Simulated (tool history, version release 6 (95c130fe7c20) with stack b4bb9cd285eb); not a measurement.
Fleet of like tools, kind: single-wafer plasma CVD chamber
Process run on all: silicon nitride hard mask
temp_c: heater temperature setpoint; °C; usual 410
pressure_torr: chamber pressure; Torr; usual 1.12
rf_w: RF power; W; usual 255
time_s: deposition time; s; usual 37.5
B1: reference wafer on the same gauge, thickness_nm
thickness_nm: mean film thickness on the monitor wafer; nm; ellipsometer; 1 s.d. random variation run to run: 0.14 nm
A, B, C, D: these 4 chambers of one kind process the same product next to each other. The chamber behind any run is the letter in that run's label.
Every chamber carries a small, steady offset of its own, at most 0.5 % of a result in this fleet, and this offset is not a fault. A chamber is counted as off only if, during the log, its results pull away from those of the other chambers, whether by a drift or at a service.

run 1D day=0.246 | temp_c=410 pressure_torr=1.12 rf_w=255 time_s=37.5 | B1=28.106 | thickness_nm=34.687
run 2C day=0.592 | temp_c=410 pressure_torr=1.12 rf_w=255 time_s=37.5 | B1=28.106 | thickness_nm=34.438
-- day=0.796 chamber A: capacitance manometer re-zeroed and calibrated
run 3A day=0.912 | temp_c=410 pressure_torr=1.12 rf_w=255 time_s=37.5 | B1=28.108 | thickness_nm=34.387
run 4B day=1.121 | temp_c=410 pressure_torr=1.12 rf_w=255 time_s=37.5 | B1=28.116 | thickness_nm=34.785
run 5C day=1.308 | temp_c=410 pressure_torr=1.12 rf_w=255 time_s=37.5 | B1=28.114 | thickness_nm=34.304
run 6B day=1.488 | temp_c=410 pressure_torr=1.12 rf_w=255 time_s=37.5 | B1=28.076 | thickness_nm=34.848
run 7D day=1.779 | temp_c=410 pressure_torr=1.12 rf_w=255 time_s=37.5 | B1=28.111 | thickness_nm=34.509
run 8A day=1.975 | temp_c=410 pressure_torr=1.12 rf_w=255 time_s=37.5 | B1=28.09 | thickness_nm=34.57
run 9A day=2.146 | temp_c=410 pressure_torr=1.12 rf_w=255 time_s=37.5 | B1=28.099 | thickness_nm=34.467
run 10C day=2.296 | temp_c=410 pressure_torr=1.12 rf_w=255 time_s=37.5 | B1=28.119 | thickness_nm=34.522
run 11B day=2.512 | temp_c=410 pressure_torr=1.12 rf_w=255 time_s=37.5 | B1=28.113 | thickness_nm=34.871
run 12D day=2.721 | temp_c=410 pressure_torr=1.12 rf_w=255 time_s=37.5 | B1=28.126 | thickness_nm=34.683
run 13B day=3.046 | temp_c=410 pressure_torr=1.12 rf_w=255 time_s=37.5 | B1=28.085 | thickness_nm=34.726
run 14A day=3.283 | temp_c=410 pressure_torr=1.12 rf_w=255 time_s=37.5 | B1=28.082 | thickness_nm=34.523
run 15C day=3.571 | temp_c=410 pressure_torr=0.88 rf_w=255 time_s=37.5 | B1=28.106 | thickness_nm=31.785
run 16D day=3.738 | temp_c=410 pressure_torr=0.88 rf_w=255 time_s=37.5 | B1=28.116 | thickness_nm=31.708
run 17B day=3.954 | temp_c=410 pressure_torr=0.88 rf_w=255 time_s=37.5 | B1=28.086 | thickness_nm=31.57
run 18C day=4.196 | temp_c=410 pressure_torr=0.88 rf_w=255 time_s=37.5 | B1=28.126 | thickness_nm=31.584
run 19A day=4.429 | temp_c=410 pressure_torr=1.12 rf_w=255 time_s=37.5 | B1=28.085 | thickness_nm=34.503
run 20D day=4.771 | temp_c=410 pressure_torr=1.12 rf_w=255 time_s=37.5 | B1=28.071 | thickness_nm=34.72
run 21D day=5.017 | temp_c=410 pressure_torr=1.12 rf_w=255 time_s=37.5 | B1=28.072 | thickness_nm=34.688
run 22C day=5.262 | temp_c=410 pressure_torr=1.12 rf_w=255 time_s=37.5 | B1=28.095 | thickness_nm=34.446
run 23B day=5.458 | temp_c=410 pressure_torr=1.12 rf_w=235 time_s=37.5 | B1=28.106 | thickness_nm=32.819
run 24A day=5.638 | temp_c=410 pressure_torr=1.12 rf_w=235 time_s=37.5 | B1=28.082 | thickness_nm=32.488
run 25A day=5.933 | temp_c=410 pressure_torr=1.12 rf_w=235 time_s=37.5 | B1=28.115 | thickness_nm=32.551
run 26D day=6.208 | temp_c=410 pressure_torr=1.12 rf_w=235 time_s=37.5 | B1=28.073 | thickness_nm=32.559
run 27C day=6.429 | temp_c=410 pressure_torr=1.12 rf_w=255 time_s=37.5 | B1=28.106 | thickness_nm=34.601
run 28B day=6.7 | temp_c=410 pressure_torr=1.12 rf_w=255 time_s=37.5 | B1=28.102 | thickness_nm=34.53
run 29A day=6.875 | temp_c=410 pressure_torr=1.12 rf_w=255 time_s=31.1 | B1=28.1 | thickness_nm=28.624
run 30D day=7.158 | temp_c=410 pressure_torr=1.12 rf_w=255 time_s=31.1 | B1=28.139 | thickness_nm=28.757
run 31B day=7.308 | temp_c=410 pressure_torr=1.12 rf_w=255 time_s=31.1 | B1=28.116 | thickness_nm=28.659
run 32C day=7.654 | temp_c=410 pressure_torr=1.12 rf_w=255 time_s=31.1 | B1=28.083 | thickness_nm=28.585
-- day=7.754 chamber A: RF generator calibrated
run 33B day=7.979 | temp_c=410 pressure_torr=1.12 rf_w=255 time_s=37.5 | B1=28.128 | thickness_nm=34.672
run 34C day=8.146 | temp_c=410 pressure_torr=1.12 rf_w=255 time_s=37.5 | B1=28.135 | thickness_nm=34.423
run 35A day=8.358 | temp_c=410 pressure_torr=1.12 rf_w=255 time_s=37.5 | B1=28.113 | thickness_nm=34.522
run 36D day=8.625 | temp_c=410 pressure_torr=1.12 rf_w=255 time_s=37.5 | B1=28.086 | thickness_nm=34.761
run 37D day=8.838 | temp_c=410 pressure_torr=1.12 rf_w=255 time_s=37.5 | B1=28.096 | thickness_nm=34.616
run 38A day=8.996 | temp_c=410 pressure_torr=1.12 rf_w=255 time_s=37.5 | B1=28.102 | thickness_nm=34.442
run 39B day=9.325 | temp_c=410 pressure_torr=1.12 rf_w=255 time_s=37.5 | B1=28.105 | thickness_nm=34.603
run 40C day=9.575 | temp_c=410 pressure_torr=1.12 rf_w=255 time_s=37.5 | B1=28.084 | thickness_nm=34.305
run 41B day=9.896 | temp_c=410 pressure_torr=1.12 rf_w=255 time_s=37.5 | B1=28.099 | thickness_nm=34.445
run 42A day=10.212 | temp_c=410 pressure_torr=1.12 rf_w=255 time_s=37.5 | B1=28.095 | thickness_nm=34.558

All 4 chambers run these settings next. Forecast each chamber's results:
run 43A day=10.462 | temp_c=410 pressure_torr=1.12 rf_w=255 time_s=37.5 | thickness_nm=?
run 43B day=10.462 | temp_c=410 pressure_torr=1.12 rf_w=255 time_s=37.5 | thickness_nm=?
run 43C day=10.462 | temp_c=410 pressure_torr=1.12 rf_w=255 time_s=37.5 | thickness_nm=?
run 43D day=10.462 | temp_c=410 pressure_torr=1.12 rf_w=255 time_s=37.5 | thickness_nm=?

run=43A thickness_nm=34.647
run=43B thickness_nm=34.635
run=43C thickness_nm=34.451
run=43D thickness_nm=34.749
